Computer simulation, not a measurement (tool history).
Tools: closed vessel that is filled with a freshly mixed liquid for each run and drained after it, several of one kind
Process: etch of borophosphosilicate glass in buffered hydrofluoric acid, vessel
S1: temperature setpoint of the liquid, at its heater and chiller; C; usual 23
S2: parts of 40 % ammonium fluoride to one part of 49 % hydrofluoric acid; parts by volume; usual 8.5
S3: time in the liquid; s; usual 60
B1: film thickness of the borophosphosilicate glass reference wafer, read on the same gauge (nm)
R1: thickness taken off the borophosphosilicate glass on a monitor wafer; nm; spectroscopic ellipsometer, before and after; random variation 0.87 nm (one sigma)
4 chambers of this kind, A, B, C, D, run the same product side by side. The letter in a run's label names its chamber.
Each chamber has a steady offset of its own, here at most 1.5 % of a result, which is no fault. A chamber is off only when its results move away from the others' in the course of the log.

Run 1C, day 0.612: usual settings; B1 40.006. Result: R1 104.6 nm.
Run 2A, day 0.996: usual settings; B1 40.019. Result: R1 103.88 nm.
Run 3D, day 1.617: usual settings; B1 40.015. Result: R1 102.78 nm.
At day 1.754: chamber C: hydrofluoric acid flow meter replaced.
Run 4B, day 2.238: usual settings; B1 40.004. Result: R1 103.83 nm.
Run 5B, day 2.833: usual settings; B1 39.993. Result: R1 105.03 nm.
Run 6C, day 3.246: usual settings; B1 40.017. Result: R1 103.93 nm.
At day 3.675: chamber B: hydrofluoric acid flow meter replaced.
Run 7D, day 3.683: usual settings; B1 39.997. Result: R1 104.59 nm.
Run 8A, day 4.296: usual settings; B1 40.008. Result: R1 103.07 nm.
At day 4.658: chamber B: thermometer replaced.
Run 9B, day 4.754: usual settings but S1 27.5 C; B1 40.011. Result: R1 130.64 nm.
Run 10D, day 5.267: usual settings but S1 27.5 C; B1 39.986. Result: R1 130.85 nm.
Run 11C, day 5.792: usual settings but S1 27.5 C; B1 40.012. Result: R1 131.47 nm.
Run 12A, day 6.3: usual settings but S1 27.5 C; B1 39.994. Result: R1 131.53 nm.
Run 13B, day 6.7: usual settings; B1 40.019. Result: R1 103.88 nm.
Run 14A, day 7.221: usual settings; B1 40.03. Result: R1 102.92 nm.
Run 15D, day 7.579: usual settings; B1 40.013. Result: R1 103.7 nm.
Run 16C, day 8.138: usual settings; B1 40.005. Result: R1 104.01 nm.
Run 17A, day 8.667: usual settings; B1 39.988. Result: R1 103.54 nm.
Run 18C, day 9.058: usual settings; B1 40.009. Result: R1 103.07 nm.
Run 19B, day 9.496: usual settings; B1 39.996. Result: R1 104.17 nm.
Run 20D, day 9.904: usual settings but S1 19.5 C, S3 45 s; B1 40.008. Result: R1 64.916 nm.
Run 21B, day 10.354: usual settings but S1 19.5 C, S3 45 s; B1 39.983. Result: R1 64.51 nm.
Run 22A, day 10.708: usual settings but S1 19.5 C, S3 45 s; B1 40.029. Result: R1 65.067 nm.
Run 23C, day 11.033: usual settings but S1 19.5 C, S3 45 s; B1 40.016. Result: R1 64.717 nm.
At day 11.112: chamber D: thermometer replaced.
Run 24D, day 11.412: usual settings; B1 39.993. Result: R1 103.01 nm.
Run 25C, day 11.812: usual settings; B1 40.005. Result: R1 104.6 nm.
Run 26D, day 12.2: usual settings; B1 39.998. Result: R1 104.27 nm.
Run 27B, day 12.654: usual settings; B1 39.976. Result: R1 104.01 nm.
Run 28A, day 13.267: usual settings; B1 40.026. Result: R1 103.49 nm.
Run 29B, day 13.679: usual settings; B1 40.01. Result: R1 104.67 nm.
Run 30C, day 14.092: usual settings; B1 40.002. Result: R1 104.29 nm.
Run 31A, day 14.379: usual settings; B1 40.003. Result: R1 103.3 nm.
Run 32D, day 14.9: usual settings; B1 40.008. Result: R1 106.04 nm.
Run 33B, day 15.254: usual settings; B1 39.993. Result: R1 104.68 nm.
Run 34A, day 15.754: usual settings; B1 39.987. Result: R1 105.05 nm.
Run 35C, day 16.258: usual settings; B1 40.003. Result: R1 105.4 nm.
Run 36D, day 16.554: usual settings but S2 5 parts by volume; B1 40.001. Result: R1 174.35 nm.
Run 37B, day 17.117: usual settings but S2 5 parts by volume; B1 40.018. Result: R1 171.98 nm.
Run 38D, day 17.529: usual settings but S2 5 parts by volume; B1 39.99. Result: R1 174.51 nm.
At day 17.85: chamber C: thermometer replaced.
Run 39C, day 18.138: usual settings but S2 5 parts by volume; B1 40.001. Result: R1 174.18 nm.
Run 40A, day 18.638: usual settings; B1 40.017. Result: R1 103.46 nm.
Run 41A, day 19.046: usual settings; B1 39.988. Result: R1 104.05 nm.

What goes on in this fleet: one chamber off, a drifting gauge, or nothing beyond the chambers' own small offsets? Name the chamber and the cause, if any.

Chamber D drifts away from the others.
Cause: hydrofluoric acid flow above the setpoint (%) = 5.67.

Here are 4 candidates for chamber D's next run, each the usual settings with a change, their results left as question marks. Which one brings its results back in line with what the others give on the usual settings?
In line means no further than this from the other chambers' mean on the usual settings: R1 3 nm
Run 42D-1, day 19.508: usual settings but S1 25 C. Result: R1 ?.
Run 42D-2, day 19.508: usual settings but S3 55 s. Result: R1 ?.
Run 42D-3, day 19.508: usual settings but S1 24 C. Result: R1 ?.
Run 42D-4, day 19.508: usual settings but S1 22 C. Result: R1 ?.

The other chambers' mean on the usual settings: R1 104.09 nm
  run      R1
42D-1  121.18
42D-2  99.695
42D-3  114.79
42D-4  102.95
42D-4 brings the chamber back in line.
